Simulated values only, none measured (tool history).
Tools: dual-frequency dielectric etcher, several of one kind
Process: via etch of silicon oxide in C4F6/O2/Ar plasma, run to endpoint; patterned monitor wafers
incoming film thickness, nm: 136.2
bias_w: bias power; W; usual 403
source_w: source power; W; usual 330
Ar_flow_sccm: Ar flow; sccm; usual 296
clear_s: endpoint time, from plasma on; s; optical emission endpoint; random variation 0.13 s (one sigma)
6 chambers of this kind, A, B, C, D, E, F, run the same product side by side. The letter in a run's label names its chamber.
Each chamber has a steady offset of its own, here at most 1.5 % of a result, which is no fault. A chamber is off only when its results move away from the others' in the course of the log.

run	hour	bias_w	source_w	Ar_flow_sccm	hours since the last wet clean	hours since the last bias power generator calibration	hours since the last source power generator calibration	hours since the last Ar flow controller change	clear_s
1C	6.2	403	330	296	260.7	3505.9	2759.5	1299.1	34.793
2E	11.7	403	330	296	190.2	121.3	4347.8	1762.9	35.323
3F	18.1	403	330	296	273.0	2967.9	208.9	4646.0	35.183
4B	22.7	403	330	296	130.3	709.1	2542.2	184.4	34.493
5A	27.9	403	330	296	157.9	1258.3	1366.5	4177.1	34.358
6D	32.4	403	330	296	304.1	3104.4	83.9	1188.7	35.035
7E	40.8	403	330	296	219.3	150.4	4376.9	1792.0	34.947
8C	47.3	403	330	296	301.8	3547.0	2800.6	1340.2	34.679
9D	52.2	403	330	296	323.9	3124.2	103.7	1208.5	35.046
10B	60.3	403	330	296	167.9	746.7	2579.8	222.0	34.677
11A	68.0	403	330	296	198.0	1298.4	1406.6	4217.2	34.339
12F	72.3	403	330	296	327.2	3022.1	263.1	4700.2	34.957
13F	80.5	403	330	296	335.4	3030.3	271.3	4708.4	34.975
14E	86.6	403	330	296	265.1	196.2	4422.7	1837.8	35.055
15C	93.7	403	330	296	348.2	3593.4	2847.0	1386.6	34.902
16B	101.3	403	330	296	208.9	787.7	2620.8	263.0	34.903
17A	106.7	403	330	296	236.7	1337.1	1445.3	4255.9	34.532
18D	114.8	403	330	296	386.5	3186.8	166.3	1271.1	35.190
19C	120.2	403	330	296	374.7	3619.9	2873.5	1413.1	34.754
20B	125.2	403	330	296	232.8	811.6	2644.7	286.9	34.813
21A	129.0	403	330	296	259.0	1359.4	1467.6	4278.2	34.429
22D	134.8	403	330	296	406.5	3206.8	186.3	1291.1	35.109
23E	141.1	403	330	296	319.6	250.7	4477.2	1892.3	35.058
24F	148.1	403	330	296	403.0	3097.9	338.9	4776.0	35.076
# hour 150.4: chamber C: wet clean of the chamber
25D	153.9	358	330	271	425.6	3225.9	205.4	1310.2	36.131
26B	159.1	358	330	271	266.7	845.5	2678.6	320.8	35.793
27F	165.6	358	330	271	420.5	3115.4	356.4	4793.5	36.341
# hour 167.1: chamber F: wet clean of the chamber
28E	172.4	358	330	271	350.9	282.0	4508.5	1923.6	36.292
29A	179.4	358	330	271	309.4	1409.8	1518.0	4328.6	35.665
30C	186.9	358	330	271	36.6	3686.6	2940.2	1479.8	34.399
31B	195.0	403	330	296	302.6	881.4	2714.5	356.7	34.578
32F	200.2	403	330	296	33.2	3150.0	391.0	4828.1	35.022
33E	205.8	403	330	296	384.3	315.4	4541.9	1957.0	35.147
34D	214.0	403	330	296	485.7	3286.0	265.5	1370.3	34.930
35C	220.0	403	330	296	69.7	3719.7	2973.3	1512.9	33.072
36A	227.6	403	330	296	357.6	1458.0	1566.2	4376.8	34.140
37A	235.2	403	330	296	365.2	1465.6	1573.8	4384.4	34.418
38F	239.5	403	330	296	72.5	3189.3	430.3	4867.4	35.089

Is one chamber off against the others, does the gauge drift, or is nothing wrong? If a chamber is off, say which, and what the likeliest cause is.

A service left chamber C off against the others.
Cause: etch rate over this chamber's usual, % = 4.72.

Here are 4 candidates for chamber C's next run, each the usual settings with a change, their results left as question marks. Which one brings its results back in line with what the others give on the usual settings?
In line means no further than this from the other chambers' mean on the usual settings: clear_s 0.470 s
39C-1	245.5	416	340	296					?
39C-2	245.5	355	330	307					?
39C-3	245.5	391	320	299					?
39C-4	245.5	403	330	192					?

The other chambers' mean on the usual settings: clear_s 34.860 s
run	clear_s
39C-1	32.565
39C-2	34.994
39C-3	34.099
39C-4	31.717
39C-2 brings the chamber back in line.

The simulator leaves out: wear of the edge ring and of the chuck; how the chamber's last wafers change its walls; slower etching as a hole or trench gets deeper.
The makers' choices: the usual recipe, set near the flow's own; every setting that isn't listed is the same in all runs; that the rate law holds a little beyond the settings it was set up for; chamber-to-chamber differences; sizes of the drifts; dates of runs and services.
